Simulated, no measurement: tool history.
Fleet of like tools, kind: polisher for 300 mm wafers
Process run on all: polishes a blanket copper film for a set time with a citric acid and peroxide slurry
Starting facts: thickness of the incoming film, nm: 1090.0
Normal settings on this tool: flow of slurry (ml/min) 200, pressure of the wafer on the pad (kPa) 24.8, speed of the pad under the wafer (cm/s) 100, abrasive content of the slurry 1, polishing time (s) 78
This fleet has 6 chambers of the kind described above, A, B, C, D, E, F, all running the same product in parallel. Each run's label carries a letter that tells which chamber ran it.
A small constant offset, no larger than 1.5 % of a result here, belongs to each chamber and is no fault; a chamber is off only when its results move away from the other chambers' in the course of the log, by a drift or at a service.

run	day	flow of slurry (ml/min)	pressure of the wafer on the pad (kPa)	speed of the pad under the wafer (cm/s)	abrasive content of the slurry	polishing time (s)	wafers polished on this pad	hours since the slurry nozzle was cleaned	hours since the head pressure was calibrated	hours since the slurry blender was calibrated	film removed (nm)
1A	0.171	200	24.8	100	1	78	712	238.2	507	234.6	231.53
# day 0.371: chamber F: slurry blender recalibrated
2F	0.429	200	24.8	100	1	78	205	168.8	224.1	1.4	236.24
3E	0.596	200	24.8	100	1	78	1236	204.3	424.8	33.6	229.01
# day 0.746: chamber C: slurry nozzle cleaned
4B	0.838	200	24.8	100	1	78	857	776.2	1155.8	248.8	227.68
# day 0.921: chamber E: worn pad replaced by a new one
5D	1.029	200	24.8	100	1	78	604	64.7	215.4	135.8	231.75
6C	1.175	200	24.8	100	1	78	601	10.3	681.8	223.1	231.35
# day 1.217: chamber D: worn pad replaced by a new one
7F	1.342	200	24.8	100	1	78	402	190.7	246	23.3	237.77
# day 1.429: chamber B: worn pad replaced by a new one
8B	1.538	200	24.8	100	1	78	23	793	1172.6	265.6	240.11
# day 1.604: chamber E: slurry nozzle cleaned
9D	1.667	200	17.2	100	1	78	98	80	230.7	151.1	165.42
# day 1.804: chamber A: worn pad replaced by a new one
10C	1.846	200	17.2	100	1	78	746	26.4	697.9	239.2	163.97
11A	2.083	200	17.2	100	1	78	61	284.1	552.9	280.5	164.34
12E	2.317	200	17.2	100	1	78	302	17.1	466.1	74.9	162.39
13E	2.446	200	17.2	100	1	78	330	20.2	469.2	78	161.4
14B	2.579	200	17.2	100	1	78	249	818	1197.6	290.6	165.04
# day 2.621: chamber C: worn pad replaced by a new one
15C	2.762	200	24.8	100	1	78	30	48.4	719.9	261.2	231.88
16A	2.967	240	24.8	100	1	87	252	305.3	574.1	301.7	268.92
17F	3.158	240	24.8	100	1	87	795	234.3	289.6	66.9	271.97
18D	3.367	240	24.8	100	1	87	465	120.8	271.5	191.9	262.4
# day 3.488: chamber C: slurry blender recalibrated
19C	3.512	240	24.8	100	1	87	193	66.4	737.9	0.7	261.72
# day 3.658: chamber D: worn pad replaced by a new one
20E	3.738	240	24.8	100	1	87	609	51.2	500.2	109	267
21A	3.962	240	24.8	100	1	87	467	329.2	598	325.6	263.58
# day 4.062: chamber B: slurry nozzle cleaned
# day 4.171: chamber E: head pressure recalibrated
22F	4.204	200	24.8	100	1	78	1021	259.4	314.7	92	234.05
23B	4.367	200	24.8	80	1	63	635	7.4	1240.5	333.5	152.69
24D	4.592	200	24.8	80	1	63	202	150.2	300.9	221.3	153.6
25D	4.721	200	24.8	80	1	63	230	153.3	304	224.4	152.8
26E	4.917	200	24.8	80	1	63	864	79.5	18	137.3	148.55
27A	5.171	200	24.8	80	1	63	729	358.2	627	354.6	154.71
# day 5.208: chamber B: worn pad replaced by a new one
# day 5.25: chamber E: slurry blender recalibrated
28B	5.296	200	24.8	80	1	63	19	29.7	1262.8	355.8	152.51
29F	5.488	200	24.8	100	1	78	1299	290.2	345.5	122.8	234.11
30C	5.712	200	24.8	100	1.25	78	669	119.2	790.7	53.5	246.68
# day 5.788: chamber F: worn pad replaced by a new one
31E	5.908	200	24.8	100	1.25	78	1079	103.3	41.8	15.8	239.42
# day 5.979: chamber D: worn pad replaced by a new one
32A	6.121	200	24.8	100	1.25	78	934	381	649.8	377.4	242.06
33B	6.312	200	24.8	100	1.25	78	239	54.1	1287.2	380.2	246.66
# day 6.321: chamber E: worn pad replaced by a new one
34C	6.504	200	24.8	100	1.25	78	840	138.2	809.7	72.5	241.45
# day 6.517: chamber B: slurry blender recalibrated
# day 6.679: chamber A: worn pad replaced by a new one
35F	6.717	200	24.8	100	1.25	78	201	319.7	375	152.3	245.84
36D	6.942	200	24.8	100	1	78	208	206.6	357.3	277.7	235.65
37D	7.158	200	24.8	100	1	78	255	211.8	362.5	282.9	230.7
# day 7.208: chamber C: worn pad replaced by a new one
# day 7.233: chamber F: slurry blender recalibrated
38A	7.371	200	16.5	100	1.25	78	150	411	679.8	407.4	167.39
39E	7.5	200	16.5	100	1.25	78	255	141.5	80	54	165.67
40C	7.617	200	16.5	100	1.25	78	88	164.9	836.4	99.2	168.32
41F	7.754	200	16.5	100	1.25	78	425	344.6	399.9	12.6	165.12
42B	7.879	200	16.5	100	1.25	78	578	91.7	1324.8	32.7	170.28
43C	7.996	200	16.5	100	1.25	78	170	174	845.5	108.3	166.47
44B	8.254	200	24.8	100	1	78	659	100.7	1333.8	41.7	234.12

Predict what each chamber gives when all 6 of them run the settings below next.
45A	8.442	200	24.8	88	1	78					?
45B	8.442	200	24.8	88	1	78					?
45C	8.442	200	24.8	88	1	78					?
45D	8.442	200	24.8	88	1	78					?
45E	8.442	200	24.8	88	1	78					?
45F	8.442	200	24.8	88	1	78					?

run	film removed (nm)
45A	208.28
45B	207.49
45C	203.12
45D	211.2
45E	206.42
45F	206.11
